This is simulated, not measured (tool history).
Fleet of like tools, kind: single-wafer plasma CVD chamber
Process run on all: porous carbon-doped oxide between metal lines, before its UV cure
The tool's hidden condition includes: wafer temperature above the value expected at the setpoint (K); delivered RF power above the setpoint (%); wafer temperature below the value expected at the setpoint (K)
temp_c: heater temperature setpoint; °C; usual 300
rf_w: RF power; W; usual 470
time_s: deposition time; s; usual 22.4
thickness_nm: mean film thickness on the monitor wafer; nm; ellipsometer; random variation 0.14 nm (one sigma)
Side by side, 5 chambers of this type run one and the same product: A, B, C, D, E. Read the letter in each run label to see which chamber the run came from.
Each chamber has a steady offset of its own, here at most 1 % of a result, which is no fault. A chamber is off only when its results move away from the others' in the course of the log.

run	hour	temp_c	rf_w	time_s	hours since the last thermocouple change	hours since the last RF generator calibration	read-back reference wafer on the same gauge, thickness_nm	thickness_nm
1E	13.2	300	470	22.4	1674.7	765.2	101.01	116.94
2C	19.8	300	470	22.4	772.1	732.6	101.03	116.53
3B	30.2	300	470	22.4	122.9	820.2	101.07	116.89
4D	38.8	300	470	22.4	1790.9	41.0	101.08	116.56
5A	48.5	300	470	22.4	480.8	861.1	101.06	118.05
6C	59.8	300	470	22.4	812.1	772.6	101.11	116.97
7B	66.6	300	470	22.4	159.3	856.6	101.07	117.30
8E	79.7	300	470	22.4	1741.2	831.7	101.12	117.27
9A	92.8	287	535	22.4	525.1	905.4	101.15	139.41
10D	98.5	287	535	22.4	1850.6	100.7	101.13	137.75
11C	108.1	287	535	22.4	860.4	820.9	101.16	138.04
12E	115.8	287	535	22.4	1777.3	867.8	101.15	137.84
13D	122.5	287	535	22.4	1874.6	124.7	101.20	138.08
14B	132.9	300	470	22.4	225.6	922.9	101.20	117.62
15A	142.5	300	470	22.4	574.8	955.1	101.20	118.50
16D	150.9	300	470	22.4	1903.0	153.1	101.22	116.88
17E	161.7	300	470	22.4	1823.2	913.7	101.23	117.14
18A	173.1	300	470	22.4	605.4	985.7	101.28	118.08
19B	180.4	300	470	22.4	273.1	970.4	101.29	117.50
20C	193.1	300	470	22.4	945.4	905.9	101.26	116.92
21D	199.9	300	470	22.4	1952.0	202.1	101.32	117.08
22C	206.0	300	470	22.4	958.3	918.8	101.26	117.12
23A	216.6	300	470	22.4	648.9	1029.2	101.32	118.57
24B	224.0	300	470	22.4	316.7	1014.0	101.30	117.78
25E	231.6	300	470	22.4	1893.1	983.6	101.34	117.35
26E	241.6	300	470	22.4	1903.1	993.6	101.34	117.31
27C	250.9	300	470	24.4	1003.2	963.7	101.39	127.19
28D	261.4	300	470	24.4	2013.5	263.6	101.42	127.14
29B	270.1	300	470	24.4	362.8	1060.1	101.36	127.69
30A	281.1	300	470	24.4	713.4	1093.7	101.38	128.57
# hour 286.2: chamber D: thermocouple changed; heater temperature recalibrated
31D	287.4	300	470	24.4	1.3	289.6	101.43	126.92
32B	295.7	300	470	22.4	388.4	1085.7	101.44	117.76
33A	303.7	300	470	22.4	736.0	1116.3	101.44	118.50
34E	313.8	300	470	22.4	1975.3	1065.8	101.48	117.61
35C	320.7	300	530	22.4	1073.0	1033.5	101.45	127.07
36C	333.1	300	530	22.4	1085.4	1045.9	101.48	127.01
37E	344.3	300	530	22.4	2005.8	1096.3	101.49	127.27

Decide between three cases: one chamber stands off from its peers, the gauge reading all wafers drifts, or nothing is wrong past each chamber's small offset. Where a chamber is off, say which and what most likely put it there.

Gauge drift. The chambers move together only on paper, and none stands off.
Likeliest cause: gauge reads high (%) = 0.507.

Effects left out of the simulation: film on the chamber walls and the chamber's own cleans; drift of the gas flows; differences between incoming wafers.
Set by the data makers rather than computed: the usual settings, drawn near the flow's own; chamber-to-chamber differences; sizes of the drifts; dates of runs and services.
